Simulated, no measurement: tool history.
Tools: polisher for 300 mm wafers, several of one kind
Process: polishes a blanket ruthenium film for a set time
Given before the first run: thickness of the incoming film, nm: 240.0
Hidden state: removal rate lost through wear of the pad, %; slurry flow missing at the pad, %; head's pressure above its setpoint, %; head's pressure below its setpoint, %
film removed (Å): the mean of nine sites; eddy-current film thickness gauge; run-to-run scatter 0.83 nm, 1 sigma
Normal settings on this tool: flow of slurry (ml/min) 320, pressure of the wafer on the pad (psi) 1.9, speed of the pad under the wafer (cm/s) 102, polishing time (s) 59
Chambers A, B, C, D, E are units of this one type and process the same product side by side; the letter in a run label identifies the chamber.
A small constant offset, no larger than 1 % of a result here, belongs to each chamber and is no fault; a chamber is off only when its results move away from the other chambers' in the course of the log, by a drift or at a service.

run,hour,flow of slurry (ml/min),pressure of the wafer on the pad (psi),speed of the pad under the wafer (cm/s),polishing time (s),wafers polished on this pad,hours since the slurry nozzle was cleaned,hours since the head pressure was calibrated,film removed (Å)
1D,9.3,320,1.9,102,59,966,222.3,624.9,767.17
# hour 12.7: chamber C: worn pad replaced by a new one
2B,19.4,320,1.9,102,59,360,58.3,1118.2,765.42
# hour 22.9: chamber A: worn pad replaced by a new one
# hour 26.3: chamber D: worn pad replaced by a new one
3C,31.4,320,1.9,102,59,299,748.4,1276.7,744.23
# hour 33.4: chamber E: head pressure recalibrated
4A,42.5,320,1.9,102,59,314,62.6,184.3,768.2
# hour 45.7: chamber E: worn pad replaced by a new one
5E,54.4,320,1.9,102,59,139,341.6,21.1,738.41
# hour 55.3: chamber D: slurry nozzle cleaned
6B,65.3,320,1.9,102,59,1094,104.2,1164.1,769.77
7E,71.5,320,1.9,102,59,413,358.7,38.2,756.6
# hour 78.4: chamber B: worn pad replaced by a new one
8A,82.9,320,1.9,102,59,960,103,224.7,764.39
# hour 86: chamber E: slurry nozzle cleaned
# hour 93.6: chamber C: worn pad replaced by a new one
9C,95.4,320,1.9,102,59,29,812.4,1340.7,768.48
# hour 102.2: chamber C: slurry nozzle cleaned
# hour 102.5: chamber A: worn pad replaced by a new one
10D,106,320,1.9,102,59,1275,50.7,721.6,780.57
# hour 111.4: chamber D: worn pad replaced by a new one
# hour 113: chamber E: worn pad replaced by a new one
11D,113.1,320,1.9,102,59,28,57.8,728.7,759.81
12A,122.7,320,1.9,102,59,323,142.8,264.5,752.51
13C,131,320,1.9,102,59,599,28.8,1376.3,765.05
14B,142.2,320,1.9,102,59,1021,181.1,1241,755.74
# hour 144.3: chamber B: worn pad replaced by a new one
# hour 150.1: chamber C: head pressure recalibrated
15E,150.3,320,1.9,102,59,597,64.3,117,768.44
16A,158.5,320,1.9,84,59,896,178.6,300.3,622
17B,164.6,320,1.9,84,59,326,203.5,1263.4,627.55
18C,175.1,320,1.9,84,59,1304,72.9,25.1,639.76
# hour 176: chamber A: worn pad replaced by a new one
# hour 176.4: chamber C: worn pad replaced by a new one
19E,181.4,320,1.9,84,59,1094,95.4,148.1,616.83
# hour 186.8: chamber D: worn pad replaced by a new one
20D,187.7,320,1.9,84,59,14,132.4,803.3,639.04
# hour 192: chamber E: worn pad replaced by a new one
21C,194,320,1.9,102,59,281,91.8,44,770.08
22B,202,320,1.9,102,59,924,240.9,1300.8,753.64
23D,208,320,1.9,102,59,339,152.7,823.6,774.22
# hour 214.4: chamber B: worn pad replaced by a new one
24A,216.3,320,1.9,102,59,645,236.4,358.1,762.19
25E,226.4,320,1.9,102,59,551,140.4,193.1,766.86
26D,235.5,320,1.9,102,59,779,180.2,851.1,756.88
# hour 244.9: chamber A: slurry nozzle cleaned
27A,245.9,320,1.9,102,59,1118,1,387.7,767.24
# hour 248.8: chamber C: worn pad replaced by a new one
28E,255.7,320,1.9,102,59,1020,169.7,222.4,758.67
# hour 256.2: chamber D: worn pad replaced by a new one
# hour 260.4: chamber A: worn pad replaced by a new one
# hour 262.3: chamber E: worn pad replaced by a new one
29B,267.9,320,1.9,102,59,855,306.8,1366.7,773.76
# hour 270.2: chamber A: head pressure recalibrated
30C,274.3,320,1.9,102,59,408,172.1,124.3,772.97
31C,281.1,320,1.9,102,59,517,178.9,131.1,766.3
# hour 284.8: chamber B: worn pad replaced by a new one
32B,291.2,320,1.9,102,59,102,330.1,1390,776.55
33E,302.2,320,1.9,102,59,639,216.2,268.9,752.77
# hour 306: chamber B: slurry nozzle cleaned
34D,308.7,320,1.9,102,59,840,253.4,924.3,765.92
# hour 316.6: chamber D: slurry nozzle cleaned
35A,320.7,320,1.9,102,59,965,75.8,50.6,766.73
# hour 322.5: chamber C: worn pad replaced by a new one
36D,328.3,320,1.9,102,59,1154,11.8,943.9,754.4
37E,334.2,320,2.2,102,59,1151,248.2,300.9,891.73
38B,343.7,320,2.2,102,59,942,37.8,1442.5,883.11
# hour 348: chamber A: worn pad replaced by a new one
39A,349.4,320,2.2,102,59,22,104.5,79.3,870.28
# hour 353.7: chamber B: worn pad replaced by a new one
40C,361.7,320,2.2,102,59,627,259.5,211.7,896.19
41A,367.7,320,2.2,102,59,315,122.8,97.6,886.22
42C,379.1,320,1.9,102,59,905,276.9,229.1,759.49
43B,386.4,320,1.9,102,59,524,80.5,1485.2,765.68

Is one chamber out of step, is the gauge drifting, or do the chambers differ by no more than their own small offsets? For an off chamber, give its letter and the likeliest cause.

Beyond each chamber's small constant offset nothing stands out, and the gauge stays steady.

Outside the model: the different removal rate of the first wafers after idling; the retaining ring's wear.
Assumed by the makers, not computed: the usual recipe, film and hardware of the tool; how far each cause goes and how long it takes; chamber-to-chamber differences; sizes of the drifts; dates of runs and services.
